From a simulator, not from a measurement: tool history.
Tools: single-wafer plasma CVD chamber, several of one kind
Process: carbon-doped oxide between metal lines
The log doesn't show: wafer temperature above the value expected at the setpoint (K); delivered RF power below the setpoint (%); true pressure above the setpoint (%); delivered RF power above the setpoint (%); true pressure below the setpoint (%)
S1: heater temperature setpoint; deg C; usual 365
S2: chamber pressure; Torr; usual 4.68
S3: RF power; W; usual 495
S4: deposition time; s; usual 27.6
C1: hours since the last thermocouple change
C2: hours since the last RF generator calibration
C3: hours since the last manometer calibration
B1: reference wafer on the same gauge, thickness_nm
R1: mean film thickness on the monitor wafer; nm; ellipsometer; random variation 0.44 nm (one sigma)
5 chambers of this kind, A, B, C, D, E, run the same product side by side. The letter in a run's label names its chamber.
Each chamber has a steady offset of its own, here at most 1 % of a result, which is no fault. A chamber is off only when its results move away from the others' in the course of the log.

run,hour,S1,S2,S3,S4,C1,C2,C3,B1,R1
1A,3.2,365,4.68,495,27.6,757.2,550,276.5,144.91,133.5
2B,6.4,365,4.68,495,27.6,1135,1335.6,839.4,144.98,134.12
3D,10.8,365,4.68,495,27.6,298.2,536.4,1670.6,144.96,134.02
4E,13.2,365,4.68,495,27.6,116.1,251.2,356.3,145.04,133.31
5C,16,365,4.68,495,27.6,402.2,1341.6,1722.7,145.07,135.18
6B,19,365,4.68,495,27.6,1147.6,1348.2,852,145.03,133.26
7C,22.4,365,4.68,495,27.6,408.6,1348,1729.1,144.99,134.31
8E,24.8,365,4.68,495,27.6,127.7,262.8,367.9,145.14,131.99
9D,28.8,365,4.68,495,27.6,316.2,554.4,1688.6,145.07,135.27
10A,32.4,365,4.68,495,27.6,786.4,579.2,305.7,145.15,133.33
11B,35.9,365,4.68,495,27.6,1164.5,1365.1,868.9,145.09,133.57
12C,37.8,365,4.68,495,27.6,424,1363.4,1744.5,144.92,135.67
13A,41.6,365,4.68,495,27.6,795.6,588.4,314.9,145.04,132.65
14D,44.3,365,4.68,495,27.6,331.7,569.9,1704.1,144.91,134.05
15E,47.5,365,4.68,455,27.6,150.4,285.5,390.6,145.08,123.9
16B,50.1,365,4.68,455,27.6,1178.7,1379.3,883.1,145.1,126.04
17E,53.2,365,4.68,455,27.6,156.1,291.2,396.3,144.94,122.82
18D,56.9,365,4.68,455,27.6,344.3,582.5,1716.7,144.94,126.85
19A,59.7,365,4.68,455,27.6,813.7,606.5,333,144.99,125.79
20C,63.9,365,4.68,495,27.6,450.1,1389.5,1770.6,145.04,134.89
21B,66,365,4.68,495,27.6,1194.6,1395.2,899,145.01,133.49
22A,70.3,365,4.68,575,27.6,824.3,617.1,343.6,144.88,146.48
23C,72.4,365,4.68,575,27.6,458.6,1398,1779.1,144.92,147.42
24D,74.7,365,4.68,575,27.6,362.1,600.3,1734.5,144.98,146.84
25E,76.9,365,4.68,575,27.6,179.8,314.9,420,145.05,142.1
26A,79.4,365,4.68,575,27.6,833.4,626.2,352.7,145.01,146.97
# hour 83.1: chamber C: capacitance manometer re-zeroed and calibrated
27C,83.2,365,5.18,440,27.6,469.4,1408.8,0.2,145.05,125.86
28B,85.8,365,5.18,440,27.6,1214.4,1415,918.8,144.98,124.88
29D,89,365,5.18,440,27.6,376.4,614.6,1748.8,145.09,126.07
30E,91.3,365,5.18,440,27.6,194.2,329.3,434.4,145.02,119.63
31B,93.2,365,5.18,440,27.6,1221.8,1422.4,926.2,145.04,124.53
32A,95.2,365,4.68,495,27.6,849.2,642,368.5,145,133.46
33C,99.4,365,4.68,495,27.6,485.6,1425,16.4,145.19,134.68
34D,102.7,365,4.68,495,27.6,390.1,628.3,1762.5,145.05,133.88
35E,106.3,365,5.47,495,27.6,209.2,344.3,449.4,145.13,130.71
36B,108.5,365,5.47,495,27.6,1237.1,1437.7,941.5,144.94,136.74
37C,111.7,365,5.47,495,27.6,497.9,1437.3,28.7,144.99,136.45

What goes on in this fleet: one chamber off, a drifting gauge, or nothing beyond the chambers' own small offsets? Name the chamber and the cause, if any.

Chamber E drifts away from the others.
Cause: delivered RF power below the setpoint (%) = 6.58.

Here are 4 candidates for chamber E's next run, each the usual settings with a change, their results left as question marks. Which one brings its results back in line with what the others give on the usual settings?
In line means no further than this from the other chambers' mean on the usual settings: R1 1.5 nm
38E-1,114.9,385,3.22,495,27.6,,,,,?
38E-2,114.9,366,4.63,495,26.3,,,,,?
38E-3,114.9,354,5.47,495,27.6,,,,,?
38E-4,114.9,365,4.75,520,29.4,,,,,?

The other chambers' mean on the usual settings: R1 133.84 nm
run,R1
38E-1,116.55
38E-2,121.03
38E-3,134.02
38E-4,140.34
38E-3 brings the chamber back in line.
